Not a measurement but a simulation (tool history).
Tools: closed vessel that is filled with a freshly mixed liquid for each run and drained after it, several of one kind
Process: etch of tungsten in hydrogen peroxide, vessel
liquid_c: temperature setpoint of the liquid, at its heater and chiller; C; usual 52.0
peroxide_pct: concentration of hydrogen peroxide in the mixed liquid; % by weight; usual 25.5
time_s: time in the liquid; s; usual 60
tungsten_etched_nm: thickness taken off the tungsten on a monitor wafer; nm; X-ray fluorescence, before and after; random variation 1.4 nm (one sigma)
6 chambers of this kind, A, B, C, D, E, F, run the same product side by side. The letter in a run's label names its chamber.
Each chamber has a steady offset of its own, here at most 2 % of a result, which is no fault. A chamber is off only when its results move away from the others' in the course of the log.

run,day,liquid_c,peroxide_pct,time_s,hours since the thermometer was replaced,hours since the peroxide flow meter was replaced,hours since the drum of peroxide was connected,"read-back film thickness of the tungsten reference wafer, read on the same gauge (nm)",tungsten_etched_nm
1F,0.321,52.0,25.5,60,673.0,1353.1,341.5,30.002,147.550
2E,0.796,52.0,25.5,60,200.4,369.8,1006.1,30.010,152.830
# day 0.912: chamber F: new drum of peroxide connected
3A,1.346,52.0,25.5,60,2185.1,1374.5,1196.5,30.021,151.990
4D,1.629,52.0,25.5,60,1134.7,1113.4,914.4,29.995,148.760
5B,2.121,52.0,25.5,60,371.8,60.5,580.5,29.970,149.010
# day 2.633: chamber E: peroxide flow meter replaced
6C,2.742,52.0,25.5,60,1334.7,342.3,901.9,30.001,147.650
7C,3.142,52.0,25.5,60,1344.3,351.9,911.5,30.002,148.720
8F,3.533,52.0,25.5,60,750.1,1430.2,62.9,29.967,145.770
9B,3.817,52.0,25.5,60,412.5,101.2,621.2,29.968,148.690
# day 4.250: chamber C: thermometer replaced
10E,4.383,52.0,25.5,60,286.5,42.1,1092.2,30.002,149.610
11A,4.983,52.0,25.5,60,2272.4,1461.8,1283.8,30.012,150.050
12D,5.625,52.0,25.5,60,1230.6,1209.3,1010.3,29.998,148.360
13A,5.992,52.0,25.5,60,2296.6,1486.0,1308.0,29.953,150.080
14E,6.558,52.0,25.5,60,338.7,94.3,1144.4,29.991,151.410
15F,7.021,52.0,25.5,60,833.8,1513.9,146.6,30.011,148.580
16D,7.471,52.0,25.5,60,1274.9,1253.6,1054.6,30.032,149.230
17B,8.088,52.0,25.5,60,515.0,203.7,723.7,29.989,147.620
18C,8.517,52.0,25.5,60,102.4,480.9,1040.5,29.994,145.310
19A,9.017,52.0,25.5,60,2369.2,1558.6,1380.6,30.004,150.810
20D,9.662,52.0,25.5,60,1327.5,1306.2,1107.2,29.986,151.030
21B,10.150,43.5,25.5,60,564.5,253.2,773.2,30.008,87.967
22C,10.779,43.5,25.5,60,156.7,535.2,1094.8,30.003,87.253
23F,11.354,43.5,25.5,60,937.8,1617.9,250.6,29.977,87.580
# day 11.592: chamber E: new drum of peroxide connected
24E,11.858,43.5,25.5,60,465.9,221.5,6.5,30.013,91.584
# day 11.950: chamber C: new drum of peroxide connected
25A,12.225,43.5,25.5,60,2446.2,1635.6,1457.6,29.996,86.954
# day 12.588: chamber F: new drum of peroxide connected
26B,12.821,43.5,25.5,60,628.6,317.3,837.3,29.986,86.126
27C,13.150,52.0,25.5,60,213.6,592.1,28.9,29.986,150.850
28F,13.717,52.0,25.5,60,994.5,1674.6,27.1,29.985,145.720
29E,14.221,52.0,25.5,60,522.6,278.2,63.2,30.008,152.790
# day 14.229: chamber D: new drum of peroxide connected
30D,14.750,52.0,25.5,60,1449.6,1428.3,12.5,29.999,149.910
31A,15.329,52.0,25.5,60,2520.7,1710.1,1532.1,29.952,153.620
32E,15.912,52.0,25.5,60,563.2,318.8,103.8,30.004,152.050
33C,16.429,52.0,21.0,60,292.3,670.8,107.6,30.010,134.770
34F,16.846,52.0,21.0,60,1069.6,1749.7,102.2,30.035,132.470
35D,17.367,52.0,21.0,60,1512.4,1491.1,75.3,30.024,136.000
36B,17.796,52.0,21.0,60,748.0,436.7,956.7,29.994,135.480

All 6 chambers run these settings next. Forecast each chamber's results:
37A,18.258,52.0,25.5,60,,,,,?
37B,18.258,52.0,25.5,60,,,,,?
37C,18.258,52.0,25.5,60,,,,,?
37D,18.258,52.0,25.5,60,,,,,?
37E,18.258,52.0,25.5,60,,,,,?
37F,18.258,52.0,25.5,60,,,,,?

run,tungsten_etched_nm
37A,151.040
37B,149.770
37C,147.800
37D,150.950
37E,151.760
37F,147.020

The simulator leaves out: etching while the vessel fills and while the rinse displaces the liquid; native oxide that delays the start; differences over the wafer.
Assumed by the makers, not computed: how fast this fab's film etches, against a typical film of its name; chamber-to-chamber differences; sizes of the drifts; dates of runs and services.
